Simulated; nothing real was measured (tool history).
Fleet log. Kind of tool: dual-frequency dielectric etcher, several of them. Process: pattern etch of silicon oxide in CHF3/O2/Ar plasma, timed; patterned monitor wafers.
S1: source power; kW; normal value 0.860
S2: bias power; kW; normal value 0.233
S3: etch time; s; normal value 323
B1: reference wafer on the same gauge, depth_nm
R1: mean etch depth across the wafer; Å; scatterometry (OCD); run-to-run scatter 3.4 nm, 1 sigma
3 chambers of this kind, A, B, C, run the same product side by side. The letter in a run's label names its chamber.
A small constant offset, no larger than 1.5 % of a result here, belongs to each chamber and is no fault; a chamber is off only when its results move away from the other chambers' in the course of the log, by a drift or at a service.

Run 1A, hour 4.4: usual settings; B1 896.74. Result: R1 7970.0 Å.
Run 2B, hour 11.1: usual settings; B1 897.22. Result: R1 7959.6 Å.
Run 3C, hour 17.7: usual settings; B1 896.86. Result: R1 8113.3 Å.
Run 4A, hour 24.7: usual settings; B1 895.78. Result: R1 8052.5 Å.
Run 5B, hour 32.6: usual settings but S3 375 s; B1 897.19. Result: R1 9227.0 Å.
Run 6C, hour 36.9: usual settings but S3 375 s; B1 897.57. Result: R1 9309.0 Å.
Run 7A, hour 44.2: usual settings but S3 375 s; B1 896.74. Result: R1 9243.0 Å.
Run 8C, hour 48.5: usual settings; B1 897.10. Result: R1 8101.6 Å.
Run 9B, hour 55.6: usual settings; B1 896.42. Result: R1 7927.4 Å.
At hour 58.9: chamber A: wet clean of the chamber.
Run 10C, hour 62.4: usual settings; B1 896.43. Result: R1 8103.4 Å.
Run 11A, hour 68.6: usual settings; B1 897.11. Result: R1 7661.4 Å.
Run 12B, hour 75.2: usual settings; B1 896.87. Result: R1 7942.8 Å.
Run 13A, hour 79.3: usual settings; B1 895.56. Result: R1 7662.3 Å.
Run 14B, hour 86.7: usual settings; B1 897.23. Result: R1 7881.9 Å.
Run 15C, hour 91.3: usual settings; B1 896.56. Result: R1 8051.5 Å.
Run 16B, hour 96.8: usual settings; B1 897.34. Result: R1 7982.9 Å.
Run 17C, hour 104.3: usual settings; B1 897.86. Result: R1 8032.3 Å.
Run 18A, hour 109.7: usual settings; B1 896.68. Result: R1 7674.0 Å.
Run 19A, hour 115.0: usual settings; B1 897.02. Result: R1 7673.2 Å.
At hour 121.2: chamber B: bias power generator calibrated.
Run 20C, hour 122.4: usual settings; B1 897.38. Result: R1 8057.8 Å.
Run 21B, hour 127.8: usual settings; B1 897.54. Result: R1 7905.8 Å.
Run 22C, hour 135.7: usual settings but S1 0.750 kW, S2 0.270 kW; B1 896.99. Result: R1 8074.0 Å.
Run 23A, hour 143.6: usual settings but S1 0.750 kW, S2 0.270 kW; B1 897.60. Result: R1 7681.2 Å.
Run 24B, hour 147.4: usual settings but S1 0.750 kW, S2 0.270 kW; B1 897.61. Result: R1 7971.6 Å.
Run 25C, hour 154.9: usual settings; B1 897.49. Result: R1 8032.9 Å.
Run 26A, hour 160.0: usual settings but S1 0.680 kW, S3 398 s; B1 897.48. Result: R1 8665.5 Å.

Is one chamber off against the others, does the gauge drift, or is nothing wrong? If a chamber is off, say which, and what the likeliest cause is.

The work done on chamber A during a service left it standing apart from the others.
What lies behind it: etch rate under this chamber's usual, % = 3.81.

Which of the 4 candidates below, each the usual settings with something changed and its results left as question marks, puts chamber A back in line with what the other chambers give on the usual settings?
In line means no further than this from the other chambers' mean on the usual settings: R1 120.0 Å
Run 27A-1, hour 165.9: usual settings but S1 0.950 kW. Result: R1 ?.
Run 27A-2, hour 165.9: usual settings but S2 0.232 kW, S3 319.0 s. Result: R1 ?.
Run 27A-3, hour 165.9: usual settings but S2 0.234 kW, S3 327.0 s. Result: R1 ?.
Run 27A-4, hour 165.9: usual settings but S3 309.5 s. Result: R1 ?.

Other chambers, usual settings, mean: R1 8013.6 Å
  run      R1
27A-1  7989.8
27A-2  7582.8
27A-3  7796.3
27A-4  7368.0
It is 27A-1 that realigns the chamber with its peers.
